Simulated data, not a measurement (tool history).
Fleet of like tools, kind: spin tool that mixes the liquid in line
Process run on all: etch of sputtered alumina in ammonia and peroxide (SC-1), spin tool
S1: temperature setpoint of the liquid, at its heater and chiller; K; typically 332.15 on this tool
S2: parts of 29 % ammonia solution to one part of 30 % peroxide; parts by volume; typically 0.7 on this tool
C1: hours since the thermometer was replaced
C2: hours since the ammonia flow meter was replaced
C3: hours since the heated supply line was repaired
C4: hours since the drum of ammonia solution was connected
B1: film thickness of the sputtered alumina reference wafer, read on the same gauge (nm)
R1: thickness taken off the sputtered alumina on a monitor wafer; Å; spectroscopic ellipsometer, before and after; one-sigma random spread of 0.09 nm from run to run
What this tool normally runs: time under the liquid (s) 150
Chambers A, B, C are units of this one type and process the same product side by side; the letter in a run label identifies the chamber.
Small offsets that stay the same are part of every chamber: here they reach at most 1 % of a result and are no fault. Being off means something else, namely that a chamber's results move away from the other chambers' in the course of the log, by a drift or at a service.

{"hour": 11.0, "done": "chamber B: ammonia flow meter replaced"}
{"run": "1A", "hour": 13.3, "S1": 332.15, "S2": 0.7, "time under the liquid (s)": 150, "C1": 1233.3, "C2": 513.9, "C3": 451.7, "C4": 145, "B1": 79.996, "R1": 120.46}
{"run": "2C", "hour": 20.2, "S1": 332.15, "S2": 0.7, "time under the liquid (s)": 150, "C1": 936.6, "C2": 306.1, "C3": 1214.5, "C4": 139.6, "B1": 79.983, "R1": 122.23}
{"run": "3B", "hour": 33.0, "S1": 332.15, "S2": 0.7, "time under the liquid (s)": 150, "C1": 1143.6, "C2": 22.1, "C3": 582.1, "C4": 428.8, "B1": 79.97, "R1": 122.02}
{"hour": 42.4, "done": "chamber A: ammonia flow meter replaced"}
{"run": "4B", "hour": 44.1, "S1": 332.15, "S2": 0.7, "time under the liquid (s)": 150, "C1": 1154.7, "C2": 33.2, "C3": 593.2, "C4": 439.9, "B1": 79.999, "R1": 120.86}
{"run": "5A", "hour": 55.1, "S1": 332.15, "S2": 0.7, "time under the liquid (s)": 150, "C1": 1275.1, "C2": 12.7, "C3": 493.5, "C4": 186.8, "B1": 80.038, "R1": 120.14}
{"run": "6C", "hour": 64.5, "S1": 332.15, "S2": 0.7, "time under the liquid (s)": 150, "C1": 980.9, "C2": 350.4, "C3": 1258.8, "C4": 183.9, "B1": 79.998, "R1": 121.43}
{"run": "7C", "hour": 76.1, "S1": 332.15, "S2": 0.45, "time under the liquid (s)": 150, "C1": 992.5, "C2": 362, "C3": 1270.4, "C4": 195.5, "B1": 80.01, "R1": 118.12}
{"run": "8B", "hour": 91.1, "S1": 332.15, "S2": 0.45, "time under the liquid (s)": 150, "C1": 1201.7, "C2": 80.2, "C3": 640.2, "C4": 486.9, "B1": 80.007, "R1": 117.52}
{"run": "9A", "hour": 97.7, "S1": 332.15, "S2": 0.45, "time under the liquid (s)": 150, "C1": 1317.7, "C2": 55.3, "C3": 536.1, "C4": 229.4, "B1": 79.989, "R1": 116.84}
{"run": "10A", "hour": 104.5, "S1": 332.15, "S2": 0.7, "time under the liquid (s)": 150, "C1": 1324.5, "C2": 62.1, "C3": 542.9, "C4": 236.2, "B1": 80.001, "R1": 121.52}
{"run": "11C", "hour": 119.5, "S1": 332.15, "S2": 0.7, "time under the liquid (s)": 150, "C1": 1035.9, "C2": 405.4, "C3": 1313.8, "C4": 238.9, "B1": 79.979, "R1": 127.12}
{"run": "12B", "hour": 127.6, "S1": 332.15, "S2": 0.7, "time under the liquid (s)": 150, "C1": 1238.2, "C2": 116.7, "C3": 676.7, "C4": 523.4, "B1": 79.988, "R1": 122.02}
{"run": "13B", "hour": 137.0, "S1": 338.15, "S2": 0.5, "time under the liquid (s)": 150, "C1": 1247.6, "C2": 126.1, "C3": 686.1, "C4": 532.8, "B1": 80.007, "R1": 158.86}
{"run": "14C", "hour": 150.2, "S1": 338.15, "S2": 0.5, "time under the liquid (s)": 150, "C1": 1066.6, "C2": 436.1, "C3": 1344.5, "C4": 269.6, "B1": 79.998, "R1": 169.29}
{"run": "15A", "hour": 159.0, "S1": 338.15, "S2": 0.5, "time under the liquid (s)": 150, "C1": 1379, "C2": 116.6, "C3": 597.4, "C4": 290.7, "B1": 80.017, "R1": 158.59}
{"run": "16A", "hour": 172.2, "S1": 324.65, "S2": 0.7, "time under the liquid (s)": 150, "C1": 1392.2, "C2": 129.8, "C3": 610.6, "C4": 303.9, "B1": 80.007, "R1": 80.763}
{"run": "17C", "hour": 183.4, "S1": 324.65, "S2": 0.7, "time under the liquid (s)": 150, "C1": 1099.8, "C2": 469.3, "C3": 1377.7, "C4": 302.8, "B1": 79.984, "R1": 86.874}
{"run": "18B", "hour": 190.2, "S1": 324.65, "S2": 0.7, "time under the liquid (s)": 150, "C1": 1300.8, "C2": 179.3, "C3": 739.3, "C4": 586, "B1": 79.997, "R1": 82.138}
{"run": "19C", "hour": 203.3, "S1": 332.15, "S2": 0.7, "time under the liquid (s)": 150, "C1": 1119.7, "C2": 489.2, "C3": 1397.6, "C4": 322.7, "B1": 80.012, "R1": 130.72}
{"run": "20B", "hour": 213.7, "S1": 339.65, "S2": 0.7, "time under the liquid (s)": 215, "C1": 1324.3, "C2": 202.8, "C3": 762.8, "C4": 609.5, "B1": 79.981, "R1": 255.24}
{"run": "21A", "hour": 222.4, "S1": 339.65, "S2": 0.7, "time under the liquid (s)": 215, "C1": 1442.4, "C2": 180, "C3": 660.8, "C4": 354.1, "B1": 80, "R1": 252.67}
{"run": "22B", "hour": 235.5, "S1": 339.65, "S2": 0.7, "time under the liquid (s)": 215, "C1": 1346.1, "C2": 224.6, "C3": 784.6, "C4": 631.3, "B1": 80.003, "R1": 256.33}
{"run": "23A", "hour": 246.8, "S1": 332.15, "S2": 0.7, "time under the liquid (s)": 150, "C1": 1466.8, "C2": 204.4, "C3": 685.2, "C4": 378.5, "B1": 79.994, "R1": 122.26}
{"run": "24C", "hour": 258.6, "S1": 332.15, "S2": 0.7, "time under the liquid (s)": 150, "C1": 1175, "C2": 544.5, "C3": 1452.9, "C4": 378, "B1": 79.96, "R1": 134.45}

Read the log: is a single chamber off, either drifting away or since a service, is the gauge that measures every chamber drifting, or is nothing wrong beyond small per-chamber offsets? Name any odd chamber and what most likely caused it.

One chamber, C, drifts off from the rest bit by bit.
What lies behind it: liquid hotter than its thermometer reads (K) = 2.07.

Which of the 4 candidates below, each the usual settings with something changed and its results left as question marks, puts chamber C back in line with what the other chambers give on the usual settings?
Counts as in line when no further than this from what the other chambers average on the usual settings: R1 3.1 Å
{"run": "25C-1", "hour": 269.5, "S1": 333.15, "S2": 0.7, "time under the liquid (s)": 160, "R1": "?"}
{"run": "25C-2", "hour": 269.5, "S1": 332.65, "S2": 0.7, "time under the liquid (s)": 155, "R1": "?"}
{"run": "25C-3", "hour": 269.5, "S1": 331.15, "S2": 0.7, "time under the liquid (s)": 140, "R1": "?"}
{"run": "25C-4", "hour": 269.5, "S1": 331.15, "S2": 0.7, "time under the liquid (s)": 150, "R1": "?"}

On the usual settings, the other chambers give on average: R1 120.96 Å
run=25C-1 R1=152.62
run=25C-2 R1=144.15
run=25C-3 R1=120.54
run=25C-4 R1=129.15
25C-3 is the one that brings the chamber's results back in line with the other chambers.
